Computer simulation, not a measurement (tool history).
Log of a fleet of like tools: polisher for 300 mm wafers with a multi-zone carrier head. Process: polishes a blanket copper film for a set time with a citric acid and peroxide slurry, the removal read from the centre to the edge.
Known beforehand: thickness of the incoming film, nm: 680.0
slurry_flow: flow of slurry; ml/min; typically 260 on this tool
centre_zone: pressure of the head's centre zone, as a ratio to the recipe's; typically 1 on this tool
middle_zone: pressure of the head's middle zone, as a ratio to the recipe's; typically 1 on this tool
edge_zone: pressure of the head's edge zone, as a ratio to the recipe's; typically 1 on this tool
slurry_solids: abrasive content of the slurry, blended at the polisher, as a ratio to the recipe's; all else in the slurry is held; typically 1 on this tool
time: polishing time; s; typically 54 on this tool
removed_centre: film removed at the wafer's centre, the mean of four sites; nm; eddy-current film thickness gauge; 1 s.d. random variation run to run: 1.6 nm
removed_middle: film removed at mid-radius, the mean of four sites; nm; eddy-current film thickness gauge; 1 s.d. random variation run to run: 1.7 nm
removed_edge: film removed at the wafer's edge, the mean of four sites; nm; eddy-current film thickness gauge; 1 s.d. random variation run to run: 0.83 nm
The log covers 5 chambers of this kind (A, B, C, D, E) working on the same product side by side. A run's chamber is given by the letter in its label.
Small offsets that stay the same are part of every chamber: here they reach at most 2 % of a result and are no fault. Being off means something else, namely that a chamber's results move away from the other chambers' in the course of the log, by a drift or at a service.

{"day": 0.192, "done": "chamber B: worn pad replaced by a new one"}
{"run": "1A", "day": 0.425, "slurry_flow": 260, "centre_zone": 1, "middle_zone": 1, "edge_zone": 1, "slurry_solids": 1, "time": 54, "removed_centre": 121.02, "removed_middle": 121.75, "removed_edge": 124.75}
{"run": "2B", "day": 0.721, "slurry_flow": 260, "centre_zone": 1, "middle_zone": 1, "edge_zone": 1, "slurry_solids": 1, "time": 54, "removed_centre": 123.09, "removed_middle": 126.52, "removed_edge": 123.61}
{"day": 0.771, "done": "chamber D: worn pad replaced by a new one"}
{"day": 0.917, "done": "chamber A: centre zone pressure recalibrated"}
{"run": "3E", "day": 1.0, "slurry_flow": 260, "centre_zone": 1, "middle_zone": 1, "edge_zone": 1, "slurry_solids": 1, "time": 54, "removed_centre": 123.41, "removed_middle": 120.89, "removed_edge": 123.29}
{"day": 1.354, "done": "chamber E: centre zone pressure recalibrated"}
{"run": "4D", "day": 1.429, "slurry_flow": 260, "centre_zone": 1, "middle_zone": 1, "edge_zone": 1, "slurry_solids": 1, "time": 54, "removed_centre": 120.27, "removed_middle": 121.08, "removed_edge": 123.05}
{"run": "5C", "day": 1.988, "slurry_flow": 260, "centre_zone": 1, "middle_zone": 1, "edge_zone": 1, "slurry_solids": 1.3, "time": 54, "removed_centre": 129.8, "removed_middle": 125.79, "removed_edge": 132.52}
{"day": 2.142, "done": "chamber E: slurry nozzle cleaned"}
{"day": 2.346, "done": "chamber A: worn pad replaced by a new one"}
{"run": "6A", "day": 2.558, "slurry_flow": 260, "centre_zone": 1, "middle_zone": 1, "edge_zone": 1, "slurry_solids": 1.3, "time": 54, "removed_centre": 128.08, "removed_middle": 131.79, "removed_edge": 130.19}
{"day": 2.688, "done": "chamber B: slurry nozzle cleaned"}
{"run": "7E", "day": 2.933, "slurry_flow": 260, "centre_zone": 1, "middle_zone": 1, "edge_zone": 1, "slurry_solids": 1.3, "time": 54, "removed_centre": 131.6, "removed_middle": 130.12, "removed_edge": 131.06}
{"day": 3.504, "done": "chamber E: worn pad replaced by a new one"}
{"run": "8C", "day": 3.508, "slurry_flow": 260, "centre_zone": 1, "middle_zone": 1, "edge_zone": 1, "slurry_solids": 1.3, "time": 54, "removed_centre": 129.46, "removed_middle": 126.71, "removed_edge": 132.79}
{"run": "9B", "day": 3.796, "slurry_flow": 260, "centre_zone": 1, "middle_zone": 1, "edge_zone": 1, "slurry_solids": 1.3, "time": 54, "removed_centre": 129.47, "removed_middle": 135.69, "removed_edge": 132.11}
{"day": 3.821, "done": "chamber A: slurry nozzle cleaned"}
{"day": 4.25, "done": "chamber D: worn pad replaced by a new one"}
{"run": "10D", "day": 4.362, "slurry_flow": 260, "centre_zone": 1, "middle_zone": 1, "edge_zone": 1, "slurry_solids": 1, "time": 54, "removed_centre": 122.51, "removed_middle": 123.19, "removed_edge": 124.25}
{"run": "11D", "day": 4.9, "slurry_flow": 260, "centre_zone": 1, "middle_zone": 1, "edge_zone": 1, "slurry_solids": 1, "time": 54, "removed_centre": 124.39, "removed_middle": 125.83, "removed_edge": 123.14}
{"day": 5.221, "done": "chamber C: slurry nozzle cleaned"}
{"day": 5.229, "done": "chamber B: worn pad replaced by a new one"}
{"run": "12A", "day": 5.438, "slurry_flow": 260, "centre_zone": 1, "middle_zone": 1, "edge_zone": 1.09, "slurry_solids": 1, "time": 54, "removed_centre": 123.61, "removed_middle": 123.51, "removed_edge": 129.42}
{"run": "13C", "day": 5.692, "slurry_flow": 260, "centre_zone": 1, "middle_zone": 1, "edge_zone": 1.09, "slurry_solids": 1, "time": 54, "removed_centre": 125.12, "removed_middle": 122.75, "removed_edge": 130.48}
{"run": "14B", "day": 5.975, "slurry_flow": 260, "centre_zone": 1, "middle_zone": 1, "edge_zone": 1.09, "slurry_solids": 1, "time": 54, "removed_centre": 123.12, "removed_middle": 125.45, "removed_edge": 130.19}
{"run": "15E", "day": 6.321, "slurry_flow": 260, "centre_zone": 1, "middle_zone": 1, "edge_zone": 1.09, "slurry_solids": 1, "time": 54, "removed_centre": 126.6, "removed_middle": 120.97, "removed_edge": 128.99}
{"run": "16C", "day": 6.612, "slurry_flow": 260, "centre_zone": 1, "middle_zone": 1, "edge_zone": 1.09, "slurry_solids": 1, "time": 54, "removed_centre": 121.76, "removed_middle": 122.09, "removed_edge": 128.79}
{"day": 6.925, "done": "chamber D: worn pad replaced by a new one"}
{"run": "17B", "day": 7.15, "slurry_flow": 260, "centre_zone": 1, "middle_zone": 1, "edge_zone": 1, "slurry_solids": 1, "time": 54, "removed_centre": 126.1, "removed_middle": 124.25, "removed_edge": 124.24}
{"run": "18D", "day": 7.496, "slurry_flow": 260, "centre_zone": 1, "middle_zone": 1, "edge_zone": 1, "slurry_solids": 1, "time": 54, "removed_centre": 121.87, "removed_middle": 125.39, "removed_edge": 123.08}
{"day": 7.521, "done": "chamber A: worn pad replaced by a new one"}
{"day": 7.812, "done": "chamber C: centre zone pressure recalibrated"}
{"day": 7.992, "done": "chamber E: worn pad replaced by a new one"}
{"run": "19A", "day": 8.012, "slurry_flow": 260, "centre_zone": 1, "middle_zone": 1, "edge_zone": 1, "slurry_solids": 1, "time": 54, "removed_centre": 121.77, "removed_middle": 125.01, "removed_edge": 123.22}
{"run": "20E", "day": 8.317, "slurry_flow": 260, "centre_zone": 1, "middle_zone": 1, "edge_zone": 1, "slurry_solids": 1, "time": 54, "removed_centre": 124.54, "removed_middle": 119.38, "removed_edge": 122.99}
{"run": "21E", "day": 8.896, "slurry_flow": 260, "centre_zone": 1, "middle_zone": 1, "edge_zone": 1, "slurry_solids": 1, "time": 54, "removed_centre": 125.89, "removed_middle": 121.15, "removed_edge": 124.17}
{"run": "22B", "day": 9.283, "slurry_flow": 260, "centre_zone": 1, "middle_zone": 1, "edge_zone": 1, "slurry_solids": 1, "time": 54, "removed_centre": 123.85, "removed_middle": 124.39, "removed_edge": 125.69}
{"day": 9.312, "done": "chamber D: centre zone pressure recalibrated"}
{"run": "23A", "day": 9.629, "slurry_flow": 260, "centre_zone": 1, "middle_zone": 1, "edge_zone": 1, "slurry_solids": 1, "time": 54, "removed_centre": 124.14, "removed_middle": 123.75, "removed_edge": 123.6}
{"day": 9.85, "done": "chamber B: worn pad replaced by a new one"}
{"run": "24D", "day": 10.154, "slurry_flow": 260, "centre_zone": 1, "middle_zone": 1, "edge_zone": 1, "slurry_solids": 1.2, "time": 54, "removed_centre": 124.44, "removed_middle": 127.78, "removed_edge": 126.82}
{"day": 10.408, "done": "chamber D: worn pad replaced by a new one"}
{"run": "25C", "day": 10.438, "slurry_flow": 260, "centre_zone": 1, "middle_zone": 1, "edge_zone": 1, "slurry_solids": 1.2, "time": 54, "removed_centre": 122.56, "removed_middle": 119.23, "removed_edge": 122.14}
{"run": "26E", "day": 10.762, "slurry_flow": 260, "centre_zone": 1, "middle_zone": 1, "edge_zone": 1, "slurry_solids": 1.2, "time": 54, "removed_centre": 130.52, "removed_middle": 126.03, "removed_edge": 127.5}
{"run": "27C", "day": 11.217, "slurry_flow": 260, "centre_zone": 1, "middle_zone": 1, "edge_zone": 1, "slurry_solids": 1.2, "time": 54, "removed_centre": 118.89, "removed_middle": 116.47, "removed_edge": 121.48}
{"run": "28B", "day": 11.483, "slurry_flow": 260, "centre_zone": 1, "middle_zone": 1, "edge_zone": 1, "slurry_solids": 1.2, "time": 54, "removed_centre": 127.29, "removed_middle": 127.98, "removed_edge": 131.01}
{"run": "29D", "day": 11.804, "slurry_flow": 260, "centre_zone": 1, "middle_zone": 1, "edge_zone": 1, "slurry_solids": 1, "time": 54, "removed_centre": 117.84, "removed_middle": 119.89, "removed_edge": 124.04}
{"day": 12.075, "done": "chamber B: centre zone pressure recalibrated"}
{"day": 12.1, "done": "chamber E: worn pad replaced by a new one"}
{"run": "30A", "day": 12.283, "slurry_flow": 260, "centre_zone": 1, "middle_zone": 1, "edge_zone": 1, "slurry_solids": 1, "time": 54, "removed_centre": 120.4, "removed_middle": 125.03, "removed_edge": 124.12}
{"run": "31B", "day": 12.821, "slurry_flow": 260, "centre_zone": 1, "middle_zone": 1, "edge_zone": 1, "slurry_solids": 1, "time": 54, "removed_centre": 123.99, "removed_middle": 122.61, "removed_edge": 124.8}
{"day": 12.892, "done": "chamber A: worn pad replaced by a new one"}
{"run": "32E", "day": 13.262, "slurry_flow": 260, "centre_zone": 1, "middle_zone": 1, "edge_zone": 1, "slurry_solids": 1, "time": 54, "removed_centre": 125.19, "removed_middle": 122.77, "removed_edge": 122.71}
{"day": 13.292, "done": "chamber D: slurry nozzle cleaned"}
{"day": 13.488, "done": "chamber D: worn pad replaced by a new one"}
{"run": "33A", "day": 13.662, "slurry_flow": 260, "centre_zone": 1, "middle_zone": 1, "edge_zone": 1, "slurry_solids": 1, "time": 54, "removed_centre": 123.72, "removed_middle": 124.01, "removed_edge": 125.03}
{"run": "34C", "day": 14.142, "slurry_flow": 260, "centre_zone": 1, "middle_zone": 1, "edge_zone": 1, "slurry_solids": 1, "time": 54, "removed_centre": 110.2, "removed_middle": 109.31, "removed_edge": 113.14}
{"run": "35D", "day": 14.5, "slurry_flow": 260, "centre_zone": 1, "middle_zone": 1, "edge_zone": 1, "slurry_solids": 1, "time": 54, "removed_centre": 122.31, "removed_middle": 123.12, "removed_edge": 121.85}
{"run": "36A", "day": 15.012, "slurry_flow": 260, "centre_zone": 1, "middle_zone": 1, "edge_zone": 1, "slurry_solids": 1, "time": 54, "removed_centre": 123.91, "removed_middle": 123, "removed_edge": 125.14}
{"run": "37E", "day": 15.458, "slurry_flow": 260, "centre_zone": 1, "middle_zone": 1, "edge_zone": 1, "slurry_solids": 1, "time": 54, "removed_centre": 123.84, "removed_middle": 122.74, "removed_edge": 123.65}

One chamber off, gauge drift, or nothing amiss beyond the chambers' own small offsets? If it is a chamber, which one, and what is the likeliest cause?

It is chamber C that slowly wanders off from its peers.
What lies behind it: removal rate lost through wear of the pad, % = 10.8.

Below are 4 candidate recipes for chamber C's next run, each the usual settings with a change, their results shown as question marks. Which of them brings C's results back in line with what the other chambers give on the usual settings?
Counts as in line when no further than this from what the other chambers average on the usual settings: removed_centre 5.6 nm; removed_middle 5.9 nm; removed_edge 2.9 nm
{"run": "38C-1", "day": 15.883, "slurry_flow": 265, "centre_zone": 1, "middle_zone": 1.02, "edge_zone": 1, "slurry_solids": 1, "time": 60, "removed_centre": "?", "removed_middle": "?", "removed_edge": "?"}
{"run": "38C-2", "day": 15.883, "slurry_flow": 270, "centre_zone": 1.01, "middle_zone": 1.03, "edge_zone": 0.99, "slurry_solids": 1.05, "time": 67, "removed_centre": "?", "removed_middle": "?", "removed_edge": "?"}
{"run": "38C-3", "day": 15.883, "slurry_flow": 255, "centre_zone": 0.99, "middle_zone": 0.99, "edge_zone": 1, "slurry_solids": 1, "time": 49, "removed_centre": "?", "removed_middle": "?", "removed_edge": "?"}
{"run": "38C-4", "day": 15.883, "slurry_flow": 255, "centre_zone": 0.99, "middle_zone": 0.97, "edge_zone": 1.01, "slurry_solids": 0.95, "time": 44, "removed_centre": "?", "removed_middle": "?", "removed_edge": "?"}

On the usual settings, the other chambers give on average: removed_centre 123.01 nm; removed_middle 123.54 nm; removed_edge 123.71 nm
run=38C-1 removed_centre=122.76 removed_middle=124.38 removed_edge=124.11
run=38C-2 removed_centre=140.36 removed_middle=141.9 removed_edge=139.52
run=38C-3 removed_centre=98.683 removed_middle=98.427 removed_edge=101.07
run=38C-4 removed_centre=87.627 removed_middle=85.803 removed_edge=90.249
It is 38C-1 that realigns the chamber with its peers.

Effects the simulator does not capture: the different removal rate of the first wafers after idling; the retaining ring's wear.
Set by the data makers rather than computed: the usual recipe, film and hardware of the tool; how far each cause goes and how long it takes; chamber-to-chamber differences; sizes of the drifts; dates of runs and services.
